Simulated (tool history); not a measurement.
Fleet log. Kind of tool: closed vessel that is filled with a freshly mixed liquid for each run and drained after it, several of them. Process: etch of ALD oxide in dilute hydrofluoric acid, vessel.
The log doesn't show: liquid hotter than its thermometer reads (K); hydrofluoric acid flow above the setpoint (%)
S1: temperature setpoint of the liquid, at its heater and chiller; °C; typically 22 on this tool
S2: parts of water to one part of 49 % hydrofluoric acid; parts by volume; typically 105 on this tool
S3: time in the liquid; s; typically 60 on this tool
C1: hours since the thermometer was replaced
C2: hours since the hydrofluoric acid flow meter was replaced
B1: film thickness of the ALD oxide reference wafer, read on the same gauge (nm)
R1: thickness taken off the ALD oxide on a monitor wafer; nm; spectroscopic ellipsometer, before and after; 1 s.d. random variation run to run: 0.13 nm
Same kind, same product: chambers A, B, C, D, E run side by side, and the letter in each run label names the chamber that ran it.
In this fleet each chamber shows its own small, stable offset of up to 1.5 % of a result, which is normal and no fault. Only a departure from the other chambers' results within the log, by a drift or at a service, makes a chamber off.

Run 1D, hour 6.2: usual settings; C1 579; C2 497.4; B1 140.04. Result: R1 16.773 nm.
Run 2B, hour 12.3: usual settings; C1 1547.3; C2 652.8; B1 139.99. Result: R1 17.285 nm.
Run 3C, hour 15.9: usual settings; C1 391.1; C2 413.5; B1 139.98. Result: R1 17.35 nm.
Run 4E, hour 20.4: usual settings; C1 695.9; C2 905.6; B1 140.02. Result: R1 17.093 nm.
Run 5A, hour 26.5: usual settings; C1 925.8; C2 1313.4; B1 140.04. Result: R1 16.876 nm.
Run 6A, hour 31: usual settings; C1 930.3; C2 1317.9; B1 140.03. Result: R1 17.342 nm.
Run 7C, hour 37.2: usual settings; C1 412.4; C2 434.8; B1 139.97. Result: R1 17.468 nm.
At hour 40.2: chamber D: thermometer replaced.
Run 8D, hour 41.2: usual settings; C1 1; C2 532.4; B1 139.98. Result: R1 16.793 nm.
Run 9E, hour 46.6: usual settings; C1 722.1; C2 931.8; B1 140.05. Result: R1 16.937 nm.
Run 10B, hour 53.5: usual settings; C1 1588.5; C2 694; B1 140.03. Result: R1 17.195 nm.
Run 11A, hour 58.1: usual settings; C1 957.4; C2 1345; B1 140. Result: R1 17.192 nm.
Run 12C, hour 64.1: usual settings; C1 439.3; C2 461.7; B1 140.02. Result: R1 17.295 nm.
Run 13B, hour 70.7: usual settings; C1 1605.7; C2 711.2; B1 140.06. Result: R1 17.065 nm.
Run 14E, hour 77.3: usual settings; C1 752.8; C2 962.5; B1 139.98. Result: R1 17.126 nm.
Run 15D, hour 81.6: usual settings; C1 41.4; C2 572.8; B1 140. Result: R1 16.826 nm.
Run 16D, hour 87.9: usual settings; C1 47.7; C2 579.1; B1 139.97. Result: R1 16.969 nm.
At hour 88.9: chamber C: hydrofluoric acid flow meter replaced.
Run 17E, hour 93.6: usual settings; C1 769.1; C2 978.8; B1 140. Result: R1 16.87 nm.
Run 18A, hour 99.7: usual settings; C1 999; C2 1386.6; B1 140.01. Result: R1 17.078 nm.
Run 19C, hour 104.3: usual settings; C1 479.5; C2 15.4; B1 140.03. Result: R1 17.737 nm.
Run 20B, hour 107.9: usual settings; C1 1642.9; C2 748.4; B1 140.03. Result: R1 16.994 nm.
Run 21C, hour 114.5: usual settings; C1 489.7; C2 25.6; B1 139.98. Result: R1 17.782 nm.
Run 22D, hour 120.3: usual settings; C1 80.1; C2 611.5; B1 140. Result: R1 16.868 nm.
Run 23B, hour 123.8: usual settings; C1 1658.8; C2 764.3; B1 140. Result: R1 17.213 nm.
Run 24A, hour 129: usual settings; C1 1028.3; C2 1415.9; B1 140.04. Result: R1 17.017 nm.
Run 25E, hour 132.8: usual settings; C1 808.3; C2 1018; B1 140.01. Result: R1 17.254 nm.
Run 26A, hour 138.2: usual settings; C1 1037.5; C2 1425.1; B1 140.01. Result: R1 17.015 nm.
Run 27B, hour 143.9: usual settings; C1 1678.9; C2 784.4; B1 139.94. Result: R1 17.128 nm.
Run 28C, hour 147.4: usual settings; C1 522.6; C2 58.5; B1 140. Result: R1 17.739 nm.
Run 29E, hour 154: usual settings but S2 145 parts by volume, S3 40 s; C1 829.5; C2 1039.2; B1 140.01. Result: R1 7.9232 nm.
Run 30D, hour 160.5: usual settings but S2 145 parts by volume, S3 40 s; C1 120.3; C2 651.7; B1 140. Result: R1 7.7247 nm.
Run 31C, hour 165.6: usual settings but S2 145 parts by volume, S3 40 s; C1 540.8; C2 76.7; B1 140.03. Result: R1 8.3123 nm.
Run 32E, hour 172: usual settings but S2 145 parts by volume, S3 40 s; C1 847.5; C2 1057.2; B1 140.02. Result: R1 7.964 nm.
Run 33A, hour 175.9: usual settings but S2 145 parts by volume, S3 40 s; C1 1075.2; C2 1462.8; B1 140.02. Result: R1 7.8308 nm.
Run 34D, hour 180.8: usual settings; C1 140.6; C2 672; B1 140.06. Result: R1 16.937 nm.
Run 35B, hour 187.3: usual settings; C1 1722.3; C2 827.8; B1 140.06. Result: R1 17.111 nm.
Run 36A, hour 190.6: usual settings; C1 1089.9; C2 1477.5; B1 139.98. Result: R1 17.139 nm.

For the next run the whole fleet of 5 chambers uses the same settings. Give each chamber's results:
Run 37A, hour 195.7: usual settings. Result: R1 ?.
Run 37B, hour 195.7: usual settings. Result: R1 ?.
Run 37C, hour 195.7: usual settings. Result: R1 ?.
Run 37D, hour 195.7: usual settings. Result: R1 ?.
Run 37E, hour 195.7: usual settings. Result: R1 ?.

run      R1
37A  17.224
37B  16.954
37C  17.931
37D   16.97
37E  17.198

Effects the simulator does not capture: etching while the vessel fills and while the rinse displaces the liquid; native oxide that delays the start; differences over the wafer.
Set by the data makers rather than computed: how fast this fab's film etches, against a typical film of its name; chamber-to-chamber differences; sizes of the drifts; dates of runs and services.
